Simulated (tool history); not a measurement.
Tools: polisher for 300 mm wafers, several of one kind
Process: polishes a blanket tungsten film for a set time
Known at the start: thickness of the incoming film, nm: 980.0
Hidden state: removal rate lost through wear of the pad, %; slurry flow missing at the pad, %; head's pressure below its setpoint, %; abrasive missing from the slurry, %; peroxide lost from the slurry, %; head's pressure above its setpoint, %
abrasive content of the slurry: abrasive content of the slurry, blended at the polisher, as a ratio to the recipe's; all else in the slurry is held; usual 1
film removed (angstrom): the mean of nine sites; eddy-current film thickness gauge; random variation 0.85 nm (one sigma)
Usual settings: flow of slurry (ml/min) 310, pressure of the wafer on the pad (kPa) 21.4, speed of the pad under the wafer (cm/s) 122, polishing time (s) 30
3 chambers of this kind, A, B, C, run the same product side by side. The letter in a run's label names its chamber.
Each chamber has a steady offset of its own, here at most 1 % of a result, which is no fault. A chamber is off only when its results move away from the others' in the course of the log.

| run | hour | flow of slurry (ml/min) | pressure of the wafer on the pad (kPa) | speed of the pad under the wafer (cm/s) | abrasive content of the slurry | polishing time (s) | wafers polished on this pad | hours since the slurry nozzle was cleaned | hours since the head pressure was calibrated | hours since the slurry blender was calibrated | hours since the slurry got fresh peroxide | film removed (angstrom) |
|---|---|---|---|---|---|---|---|---|---|---|---|---|
| 1A | 9.1 | 310 | 21.4 | 122 | 1 | 30 | 533 | 575.2 | 1257.3 | 49.5 | 83.0 | 1373.70 |
| 2B | 15.1 | 310 | 21.4 | 122 | 1 | 30 | 706 | 558.7 | 1180.6 | 126.3 | 27.1 | 1380.50 |
|  | 19.9 | chamber C: worn pad replaced by a new one |
| 3C | 26.4 | 310 | 21.4 | 122 | 1 | 30 | 98 | 554.8 | 32.7 | 62.4 | 42.1 | 1367.60 |
| 4C | 32.7 | 310 | 21.4 | 122 | 1 | 30 | 192 | 561.1 | 39.0 | 68.7 | 48.4 | 1372.50 |
|  | 33.2 | chamber A: slurry tank refilled with fresh slurry and peroxide |
|  | 43.6 | chamber B: worn pad replaced by a new one |
| 5A | 43.9 | 310 | 21.4 | 122 | 1 | 30 | 1053 | 610.0 | 1292.1 | 84.3 | 10.7 | 1367.10 |
| 6B | 49.6 | 310 | 21.4 | 122 | 1 | 30 | 90 | 593.2 | 1215.1 | 160.8 | 61.6 | 1386.70 |
| 7C | 61.8 | 310 | 21.4 | 122 | 1 | 30 | 627 | 590.2 | 68.1 | 97.8 | 77.5 | 1371.70 |
|  | 63.5 | chamber A: worn pad replaced by a new one |
| 8A | 70.4 | 310 | 17.2 | 122 | 1 | 30 | 104 | 636.5 | 1318.6 | 110.8 | 37.2 | 1103.40 |
| 9B | 82.2 | 310 | 17.2 | 122 | 1 | 30 | 578 | 625.8 | 1247.7 | 193.4 | 94.2 | 1096.80 |
|  | 90.0 | chamber B: slurry blender recalibrated |
| 10C | 93.8 | 310 | 17.2 | 122 | 1 | 30 | 1105 | 622.2 | 100.1 | 129.8 | 109.5 | 1098.10 |
|  | 95.3 | chamber C: worn pad replaced by a new one |
| 11B | 104.7 | 310 | 21.4 | 122 | 1 | 30 | 914 | 648.3 | 1270.2 | 14.8 | 116.7 | 1375.60 |
|  | 108.6 | chamber B: worn pad replaced by a new one |
| 12A | 115.9 | 310 | 21.4 | 122 | 1 | 30 | 783 | 682.0 | 1364.1 | 156.3 | 82.7 | 1377.20 |
|  | 118.3 | chamber C: slurry blender recalibrated |
|  | 122.0 | chamber A: slurry tank refilled with fresh slurry and peroxide |
| 13B | 126.1 | 310 | 21.4 | 122 | 1 | 30 | 261 | 669.7 | 1291.6 | 36.2 | 138.1 | 1381.80 |
| 14A | 132.4 | 310 | 21.4 | 122 | 1 | 30 | 1030 | 698.5 | 1380.6 | 172.8 | 10.4 | 1364.10 |
|  | 137.3 | chamber B: slurry tank refilled with fresh slurry and peroxide |
| 15C | 138.1 | 310 | 21.4 | 122 | 1 | 30 | 640 | 666.5 | 144.4 | 19.9 | 153.8 | 1361.10 |
| 16A | 147.4 | 310 | 21.4 | 122 | 1 | 30 | 1254 | 713.5 | 1395.6 | 187.8 | 25.4 | 1369.80 |
|  | 148.9 | chamber A: worn pad replaced by a new one |
| 17B | 156.9 | 310 | 24.8 | 122 | 1 | 30 | 722 | 700.5 | 1322.4 | 67.0 | 19.7 | 1593.20 |
| 18C | 165.6 | 310 | 24.8 | 122 | 1 | 30 | 1051 | 694.0 | 171.9 | 47.4 | 181.3 | 1594.00 |
|  | 167.3 | chamber C: worn pad replaced by a new one |
| 19B | 177.3 | 310 | 24.8 | 122 | 1 | 30 | 1026 | 720.9 | 1342.8 | 87.4 | 40.1 | 1602.20 |
|  | 179.1 | chamber A: head pressure recalibrated |
| 20A | 184.7 | 310 | 21.4 | 122 | 1 | 30 | 535 | 750.8 | 5.7 | 225.1 | 62.7 | 1261.80 |
|  | 187.5 | chamber B: worn pad replaced by a new one |
|  | 188.8 | chamber C: slurry tank refilled with fresh slurry and peroxide |
| 21C | 194.5 | 360 | 21.4 | 122 | 1 | 21 | 407 | 722.9 | 200.8 | 76.3 | 5.7 | 967.68 |
| 22C | 204.2 | 360 | 21.4 | 122 | 1 | 21 | 552 | 732.6 | 210.5 | 86.0 | 15.4 | 963.13 |
| 23B | 214.0 | 360 | 21.4 | 122 | 1 | 21 | 397 | 757.6 | 1379.5 | 124.1 | 76.8 | 966.38 |
| 24A | 220.2 | 310 | 21.4 | 122 | 1 | 30 | 1065 | 786.3 | 41.2 | 260.6 | 98.2 | 1258.70 |
|  | 226.5 | chamber C: slurry nozzle cleaned |
| 25C | 230.2 | 310 | 21.4 | 122 | 1 | 30 | 941 | 3.7 | 236.5 | 112.0 | 41.4 | 1381.50 |
|  | 232.9 | chamber A: worn pad replaced by a new one |
|  | 233.5 | chamber B: head pressure recalibrated |
|  | 234.9 | chamber C: worn pad replaced by a new one |
| 26A | 238.4 | 310 | 21.4 | 122 | 1 | 30 | 82 | 804.5 | 59.4 | 278.8 | 116.4 | 1266.00 |
|  | 238.6 | chamber A: slurry tank refilled with fresh slurry and peroxide |
| 27B | 244.3 | 310 | 21.4 | 122 | 1 | 30 | 850 | 787.9 | 10.9 | 154.4 | 107.1 | 1392.20 |
|  | 249.3 | chamber C: slurry blender recalibrated |
|  | 252.1 | chamber B: worn pad replaced by a new one |
| 28B | 252.6 | 405 | 18.6 | 122 | 1 | 30 | 8 | 796.2 | 19.2 | 162.7 | 115.4 | 1230.10 |
| 29C | 260.8 | 405 | 18.6 | 122 | 1 | 30 | 387 | 34.3 | 267.1 | 11.5 | 72.0 | 1202.80 |
|  | 263.7 | chamber B: slurry nozzle cleaned |
|  | 264.2 | chamber B: slurry blender recalibrated |
| 30A | 267.6 | 405 | 18.6 | 122 | 1 | 30 | 518 | 833.7 | 88.6 | 308.0 | 29.1 | 1126.30 |
| 31B | 279.0 | 310 | 21.4 | 122 | 1 | 30 | 403 | 15.4 | 45.6 | 14.8 | 141.8 | 1379.10 |
| 32C | 284.6 | 310 | 21.4 | 122 | 1 | 30 | 742 | 58.1 | 290.9 | 35.3 | 95.8 | 1370.30 |
| 33A | 294.8 | 310 | 21.4 | 122 | 1 | 30 | 925 | 860.9 | 115.8 | 335.2 | 56.3 | 1270.80 |
|  | 299.5 | chamber A: slurry nozzle cleaned |
| 34B | 306.0 | 310 | 21.4 | 122 | 1 | 30 | 806 | 42.4 | 72.6 | 41.8 | 168.8 | 1385.00 |
|  | 306.2 | chamber B: slurry tank refilled with fresh slurry and peroxide |
|  | 306.4 | chamber A: worn pad replaced by a new one |
|  | 309.8 | chamber C: worn pad replaced by a new one |
| 35C | 312.4 | 310 | 21.4 | 122 | 1 | 30 | 39 | 85.9 | 318.7 | 63.1 | 123.6 | 1376.70 |
|  | 317.8 | chamber B: worn pad replaced by a new one |
| 36A | 320.7 | 310 | 21.4 | 122 | 1 | 30 | 214 | 21.3 | 141.7 | 361.1 | 82.2 | 1256.10 |
| 37B | 331.9 | 310 | 21.4 | 122 | 1 | 30 | 211 | 68.3 | 98.5 | 67.7 | 25.8 | 1372.90 |
| 38C | 341.6 | 310 | 21.4 | 122 | 1 | 30 | 476 | 115.1 | 347.9 | 92.3 | 152.8 | 1367.20 |
| 39A | 351.2 | 310 | 21.4 | 122 | 1 | 30 | 670 | 51.8 | 172.2 | 391.6 | 112.7 | 1259.30 |
|  | 356.9 | chamber A: slurry tank refilled with fresh slurry and peroxide |
| 40A | 360.5 | 310 | 21.4 | 122 | 1 | 30 | 809 | 61.1 | 181.5 | 400.9 | 3.6 | 1241.10 |

All 3 chambers run these settings next. Forecast each chamber's results:
| 41A | 369.5 | 310 | 21.4 | 122 | 1 | 30 |  |  |  |  |  | ? |
| 41B | 369.5 | 310 | 21.4 | 122 | 1 | 30 |  |  |  |  |  | ? |
| 41C | 369.5 | 310 | 21.4 | 122 | 1 | 30 |  |  |  |  |  | ? |

| run | film removed (angstrom) |
|---|---|
| 41A | 1267.80 |
| 41B | 1383.90 |
| 41C | 1373.20 |

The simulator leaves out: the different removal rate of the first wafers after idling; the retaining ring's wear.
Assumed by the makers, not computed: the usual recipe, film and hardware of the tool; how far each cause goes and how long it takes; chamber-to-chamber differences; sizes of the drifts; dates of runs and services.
